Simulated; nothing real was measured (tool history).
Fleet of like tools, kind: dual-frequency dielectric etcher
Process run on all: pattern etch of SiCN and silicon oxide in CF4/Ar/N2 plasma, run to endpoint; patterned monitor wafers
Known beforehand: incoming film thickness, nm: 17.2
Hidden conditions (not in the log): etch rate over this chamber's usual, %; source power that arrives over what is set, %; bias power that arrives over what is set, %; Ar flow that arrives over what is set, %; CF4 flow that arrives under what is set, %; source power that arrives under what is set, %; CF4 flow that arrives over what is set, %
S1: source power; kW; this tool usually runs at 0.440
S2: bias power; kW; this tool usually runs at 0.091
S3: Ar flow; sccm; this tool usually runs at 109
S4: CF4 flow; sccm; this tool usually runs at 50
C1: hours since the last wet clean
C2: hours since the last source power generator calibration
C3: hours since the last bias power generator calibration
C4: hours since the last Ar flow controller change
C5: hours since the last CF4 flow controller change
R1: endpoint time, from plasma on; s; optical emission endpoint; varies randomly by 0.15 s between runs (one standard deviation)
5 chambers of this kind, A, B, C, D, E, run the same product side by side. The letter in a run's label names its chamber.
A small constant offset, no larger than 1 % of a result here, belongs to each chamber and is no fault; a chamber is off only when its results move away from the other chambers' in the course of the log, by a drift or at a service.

run 1C hour=2.6 | S1=0.440 S2=0.091 S3=109 S4=50 | C1=393.7 C2=2623.0 C3=4649.0 C4=3911.1 C5=617.5 | R1=19.863
run 2E hour=7.7 | S1=0.440 S2=0.091 S3=109 S4=50 | C1=72.2 C2=710.4 C3=2373.1 C4=1157.1 C5=1254.1 | R1=20.202
run 3D hour=11.0 | S1=0.440 S2=0.091 S3=109 S4=50 | C1=372.1 C2=112.9 C3=406.4 C4=2099.6 C5=3044.9 | R1=20.039
run 4B hour=16.0 | S1=0.440 S2=0.091 S3=109 S4=50 | C1=234.8 C2=2417.7 C3=1337.2 C4=2963.9 C5=4987.3 | R1=20.178
run 5A hour=21.0 | S1=0.440 S2=0.091 S3=120 S4=56 | C1=574.6 C2=3025.8 C3=693.7 C4=1174.2 C5=2285.8 | R1=20.006
-- hour=21.2 chamber B: Ar flow controller replaced
run 6D hour=23.2 | S1=0.440 S2=0.091 S3=120 S4=56 | C1=384.3 C2=125.1 C3=418.6 C4=2111.8 C5=3057.1 | R1=20.013
run 7A hour=26.4 | S1=0.440 S2=0.091 S3=120 S4=56 | C1=580.0 C2=3031.2 C3=699.1 C4=1179.6 C5=2291.2 | R1=19.864
run 8E hour=29.6 | S1=0.440 S2=0.091 S3=120 S4=56 | C1=94.1 C2=732.3 C3=2395.0 C4=1179.0 C5=1276.0 | R1=20.124
run 9C hour=33.3 | S1=0.440 S2=0.091 S3=120 S4=56 | C1=424.4 C2=2653.7 C3=4679.7 C4=3941.8 C5=648.2 | R1=19.620
run 10B hour=37.8 | S1=0.370 S2=0.091 S3=109 S4=45 | C1=256.6 C2=2439.5 C3=1359.0 C4=16.7 C5=5009.1 | R1=23.760
run 11E hour=40.1 | S1=0.370 S2=0.091 S3=109 S4=45 | C1=104.6 C2=742.8 C3=2405.5 C4=1189.5 C5=1286.5 | R1=23.627
-- hour=43.7 chamber C: wet clean of the chamber
run 12D hour=44.6 | S1=0.370 S2=0.091 S3=109 S4=45 | C1=405.7 C2=146.5 C3=440.0 C4=2133.2 C5=3078.5 | R1=23.260
run 13A hour=47.6 | S1=0.370 S2=0.091 S3=109 S4=45 | C1=601.2 C2=3052.4 C3=720.3 C4=1200.8 C5=2312.4 | R1=23.706
run 14B hour=52.0 | S1=0.370 S2=0.091 S3=109 S4=45 | C1=270.8 C2=2453.7 C3=1373.2 C4=30.9 C5=5023.3 | R1=23.515
run 15C hour=57.0 | S1=0.440 S2=0.091 S3=109 S4=50 | C1=13.3 C2=2677.4 C3=4703.4 C4=3965.5 C5=671.9 | R1=20.019
run 16C hour=61.8 | S1=0.440 S2=0.091 S3=109 S4=50 | C1=18.1 C2=2682.2 C3=4708.2 C4=3970.3 C5=676.7 | R1=19.965
run 17B hour=66.8 | S1=0.510 S2=0.107 S3=109 S4=50 | C1=285.6 C2=2468.5 C3=1388.0 C4=45.7 C5=5038.1 | R1=16.525
run 18A hour=71.9 | S1=0.510 S2=0.107 S3=109 S4=50 | C1=625.5 C2=3076.7 C3=744.6 C4=1225.1 C5=2336.7 | R1=16.348
-- hour=72.5 chamber A: wet clean of the chamber
run 19E hour=76.9 | S1=0.510 S2=0.107 S3=109 S4=50 | C1=141.4 C2=779.6 C3=2442.3 C4=1226.3 C5=1323.3 | R1=16.555
run 20D hour=79.2 | S1=0.510 S2=0.107 S3=109 S4=50 | C1=440.3 C2=181.1 C3=474.6 C4=2167.8 C5=3113.1 | R1=16.425
run 21A hour=83.3 | S1=0.510 S2=0.107 S3=109 S4=50 | C1=10.8 C2=3088.1 C3=756.0 C4=1236.5 C5=2348.1 | R1=16.455
run 22B hour=86.3 | S1=0.440 S2=0.091 S3=109 S4=50 | C1=305.1 C2=2488.0 C3=1407.5 C4=65.2 C5=5057.6 | R1=19.689
run 23D hour=90.7 | S1=0.380 S2=0.091 S3=109 S4=50 | C1=451.8 C2=192.6 C3=486.1 C4=2179.3 C5=3124.6 | R1=22.697
run 24C hour=93.4 | S1=0.380 S2=0.091 S3=109 S4=50 | C1=49.7 C2=2713.8 C3=4739.8 C4=4001.9 C5=708.3 | R1=23.021
run 25E hour=96.8 | S1=0.380 S2=0.091 S3=109 S4=50 | C1=161.3 C2=799.5 C3=2462.2 C4=1246.2 C5=1343.2 | R1=22.987
run 26D hour=100.3 | S1=0.380 S2=0.091 S3=109 S4=50 | C1=461.4 C2=202.2 C3=495.7 C4=2188.9 C5=3134.2 | R1=22.454
run 27B hour=103.3 | S1=0.380 S2=0.091 S3=109 S4=50 | C1=322.1 C2=2505.0 C3=1424.5 C4=82.2 C5=5074.6 | R1=22.941
-- hour=103.6 chamber B: wet clean of the chamber
run 28A hour=108.1 | S1=0.440 S2=0.091 S3=109 S4=50 | C1=35.6 C2=3112.9 C3=780.8 C4=1261.3 C5=2372.9 | R1=20.084
run 29C hour=111.7 | S1=0.440 S2=0.091 S3=109 S4=50 | C1=68.0 C2=2732.1 C3=4758.1 C4=4020.2 C5=726.6 | R1=19.826
run 30E hour=116.4 | S1=0.440 S2=0.091 S3=109 S4=50 | C1=180.9 C2=819.1 C3=2481.8 C4=1265.8 C5=1362.8 | R1=20.104
run 31A hour=119.6 | S1=0.440 S2=0.091 S3=109 S4=50 | C1=47.1 C2=3124.4 C3=792.3 C4=1272.8 C5=2384.4 | R1=19.981
run 32C hour=124.5 | S1=0.440 S2=0.091 S3=109 S4=50 | C1=80.8 C2=2744.9 C3=4770.9 C4=4033.0 C5=739.4 | R1=20.299
run 33B hour=128.1 | S1=0.440 S2=0.091 S3=109 S4=50 | C1=24.6 C2=2529.8 C3=1449.3 C4=107.0 C5=5099.4 | R1=20.092
run 34E hour=130.7 | S1=0.440 S2=0.091 S3=109 S4=50 | C1=195.2 C2=833.4 C3=2496.1 C4=1280.1 C5=1377.1 | R1=20.246
run 35D hour=133.8 | S1=0.440 S2=0.091 S3=109 S4=50 | C1=494.9 C2=235.7 C3=529.2 C4=2222.4 C5=3167.7 | R1=19.589
run 36A hour=138.8 | S1=0.440 S2=0.091 S3=109 S4=50 | C1=66.3 C2=3143.6 C3=811.5 C4=1292.0 C5=2403.6 | R1=20.026
run 37C hour=141.2 | S1=0.440 S2=0.091 S3=109 S4=50 | C1=97.5 C2=2761.6 C3=4787.6 C4=4049.7 C5=756.1 | R1=19.884
run 38E hour=144.5 | S1=0.440 S2=0.091 S3=109 S4=50 | C1=209.0 C2=847.2 C3=2509.9 C4=1293.9 C5=1390.9 | R1=20.208
run 39D hour=147.1 | S1=0.440 S2=0.091 S3=109 S4=50 | C1=508.2 C2=249.0 C3=542.5 C4=2235.7 C5=3181.0 | R1=19.949

What goes on in this fleet: one chamber off, a drifting gauge, or nothing beyond the chambers' own small offsets? Name the chamber and the cause, if any.

Beyond each chamber's small constant offset nothing stands out, and the gauge stays steady.

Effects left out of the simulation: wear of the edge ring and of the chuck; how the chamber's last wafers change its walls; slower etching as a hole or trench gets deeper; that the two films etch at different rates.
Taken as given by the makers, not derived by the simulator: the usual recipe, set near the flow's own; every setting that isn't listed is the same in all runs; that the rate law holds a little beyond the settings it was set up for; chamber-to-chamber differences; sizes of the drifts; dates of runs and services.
